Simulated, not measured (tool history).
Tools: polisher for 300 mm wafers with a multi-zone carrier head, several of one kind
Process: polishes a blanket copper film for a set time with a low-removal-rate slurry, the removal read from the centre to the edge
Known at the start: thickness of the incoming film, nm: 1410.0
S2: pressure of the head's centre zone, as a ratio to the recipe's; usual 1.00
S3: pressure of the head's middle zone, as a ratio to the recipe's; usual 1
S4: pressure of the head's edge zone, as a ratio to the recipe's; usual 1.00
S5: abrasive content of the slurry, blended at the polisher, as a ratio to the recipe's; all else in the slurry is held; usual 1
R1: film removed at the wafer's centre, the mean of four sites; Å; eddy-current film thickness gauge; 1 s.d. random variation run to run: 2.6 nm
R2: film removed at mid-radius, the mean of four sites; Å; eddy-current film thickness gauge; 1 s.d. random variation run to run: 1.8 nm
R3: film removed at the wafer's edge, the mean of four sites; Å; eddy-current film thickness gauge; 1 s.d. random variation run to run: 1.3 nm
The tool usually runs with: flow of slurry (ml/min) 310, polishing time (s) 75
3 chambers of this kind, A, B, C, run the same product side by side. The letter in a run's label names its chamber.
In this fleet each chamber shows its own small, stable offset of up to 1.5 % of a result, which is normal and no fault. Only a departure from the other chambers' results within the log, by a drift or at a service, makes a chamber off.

Run 1B, hour 6.0: usual settings. Result: R1 1952.7 Å, R2 1911.1 Å, R3 1941.3 Å.
Run 2C, hour 16.9: usual settings. Result: R1 1939.9 Å, R2 1928.2 Å, R3 1910.5 Å.
At hour 17.1: chamber B: worn pad replaced by a new one.
Run 3A, hour 24.4: usual settings. Result: R1 1924.3 Å, R2 1906.1 Å, R3 1904.0 Å.
At hour 29.3: chamber A: worn pad replaced by a new one.
Run 4A, hour 34.2: usual settings. Result: R1 1914.9 Å, R2 1949.5 Å, R3 1914.6 Å.
Run 5C, hour 40.8: usual settings. Result: R1 1884.8 Å, R2 1895.2 Å, R3 1919.8 Å.
Run 6B, hour 46.2: usual settings. Result: R1 1950.5 Å, R2 1938.7 Å, R3 1929.9 Å.
At hour 53.1: chamber C: worn pad replaced by a new one.
Run 7B, hour 55.0: usual settings. Result: R1 1916.0 Å, R2 1903.9 Å, R3 1916.6 Å.
Run 8C, hour 64.2: usual settings. Result: R1 1939.8 Å, R2 1949.4 Å, R3 1905.5 Å.
Run 9A, hour 72.9: usual settings but polishing time (s) 63. Result: R1 1598.4 Å, R2 1610.3 Å, R3 1596.3 Å.
Run 10C, hour 81.0: usual settings but polishing time (s) 63. Result: R1 1623.3 Å, R2 1625.0 Å, R3 1603.2 Å.
Run 11B, hour 87.7: usual settings but polishing time (s) 63. Result: R1 1622.2 Å, R2 1608.0 Å, R3 1612.8 Å.
At hour 93.1: chamber B: worn pad replaced by a new one.
Run 12A, hour 97.6: usual settings but S2 0.96, S4 0.94. Result: R1 1795.4 Å, R2 1895.5 Å, R3 1852.1 Å.
Run 13A, hour 105.8: usual settings but S2 0.96, S4 0.94. Result: R1 1803.2 Å, R2 1903.4 Å, R3 1858.1 Å.
At hour 112.1: chamber A: worn pad replaced by a new one.
Run 14C, hour 112.9: usual settings but S2 0.96, S4 0.94. Result: R1 1866.4 Å, R2 1938.0 Å, R3 1858.2 Å.
At hour 115.4: chamber C: worn pad replaced by a new one.
Run 15B, hour 123.8: usual settings. Result: R1 1961.3 Å, R2 1903.4 Å, R3 1954.8 Å.
Run 16C, hour 131.2: usual settings. Result: R1 1962.1 Å, R2 1912.9 Å, R3 1895.9 Å.
At hour 134.8: chamber C: centre zone pressure recalibrated.
Run 17A, hour 141.2: usual settings. Result: R1 1896.3 Å, R2 1918.7 Å, R3 1901.8 Å.
Run 18B, hour 149.6: usual settings. Result: R1 1932.3 Å, R2 1883.2 Å, R3 1925.9 Å.
At hour 155.4: chamber B: slurry nozzle cleaned.
Run 19B, hour 155.7: usual settings but S2 1.07. Result: R1 2083.1 Å, R2 1889.1 Å, R3 1929.8 Å.
Run 20C, hour 165.4: usual settings but S2 1.07. Result: R1 1961.2 Å, R2 1910.0 Å, R3 1902.5 Å.
At hour 173.8: chamber B: worn pad replaced by a new one.
Run 21A, hour 173.9: usual settings but S2 1.07. Result: R1 2023.8 Å, R2 1907.4 Å, R3 1914.0 Å.
At hour 179.2: chamber A: worn pad replaced by a new one.
At hour 180.2: chamber C: worn pad replaced by a new one.
Run 22C, hour 181.1: usual settings but S4 0.92. Result: R1 1782.4 Å, R2 1907.0 Å, R3 1844.1 Å.
Run 23A, hour 187.0: usual settings but S4 0.92. Result: R1 1895.6 Å, R2 1927.2 Å, R3 1854.3 Å.
Run 24B, hour 198.0: usual settings but S4 0.92. Result: R1 1952.6 Å, R2 1933.4 Å, R3 1859.2 Å.
Run 25C, hour 208.2: usual settings. Result: R1 1805.3 Å, R2 1909.2 Å, R3 1906.0 Å.
Run 26A, hour 215.7: usual settings. Result: R1 1887.6 Å, R2 1914.8 Å, R3 1912.0 Å.
Run 27B, hour 221.7: usual settings. Result: R1 1961.0 Å, R2 1920.1 Å, R3 1930.1 Å.
At hour 222.4: chamber B: edge zone pressure recalibrated.
Run 28A, hour 227.8: usual settings. Result: R1 1920.0 Å, R2 1932.4 Å, R3 1908.2 Å.
Run 29B, hour 236.6: usual settings. Result: R1 1954.4 Å, R2 1920.0 Å, R3 1914.2 Å.

Is one chamber out of step, is the gauge drifting, or do the chambers differ by no more than their own small offsets? For an off chamber, give its letter and the likeliest cause.

A service left chamber C off against the others.
Likeliest cause: centre zone's pressure below its setpoint, % = 6.38.

Chamber C could run next with any of the 4 candidate recipes listed below; each alters the usual settings, and their results appear as question marks. Which one brings its results back in line with what the other chambers deliver on the usual settings?
Allowed miss from the other chambers' usual-settings mean, per result, to count as in line: R1 89.0 Å; R2 64.0 Å; R3 44.0 Å
Run 30C-1, hour 244.6: usual settings but flow of slurry (ml/min) 315, S2 1.05, S3 0.99, S4 0.98, polishing time (s) 76. Result: R1 ?, R2 ?, R3 ?.
Run 30C-2, hour 244.6: usual settings but flow of slurry (ml/min) 320, S2 1.12, S3 0.97, S4 0.96, polishing time (s) 77. Result: R1 ?, R2 ?, R3 ?.
Run 30C-3, hour 244.6: usual settings but flow of slurry (ml/min) 300, S2 0.89, S3 1.02, S4 1.04, polishing time (s) 73. Result: R1 ?, R2 ?, R3 ?.
Run 30C-4, hour 244.6: usual settings but flow of slurry (ml/min) 305, S2 0.95, S3 1.01, S4 1.02, polishing time (s) 74. Result: R1 ?, R2 ?, R3 ?.

The other chambers' mean on the usual settings: R1 1921.4 Å; R2 1922.4 Å; R3 1923.2 Å
  run      R1      R2      R3
30C-1  1930.7  1924.8  1932.1
30C-2  2103.8  1916.6  1939.5
30C-3  1533.4  1892.0  1907.1
30C-4  1675.9  1903.4  1916.0
The right change is 30C-1: it brings the chamber back within the allowed miss of the others.

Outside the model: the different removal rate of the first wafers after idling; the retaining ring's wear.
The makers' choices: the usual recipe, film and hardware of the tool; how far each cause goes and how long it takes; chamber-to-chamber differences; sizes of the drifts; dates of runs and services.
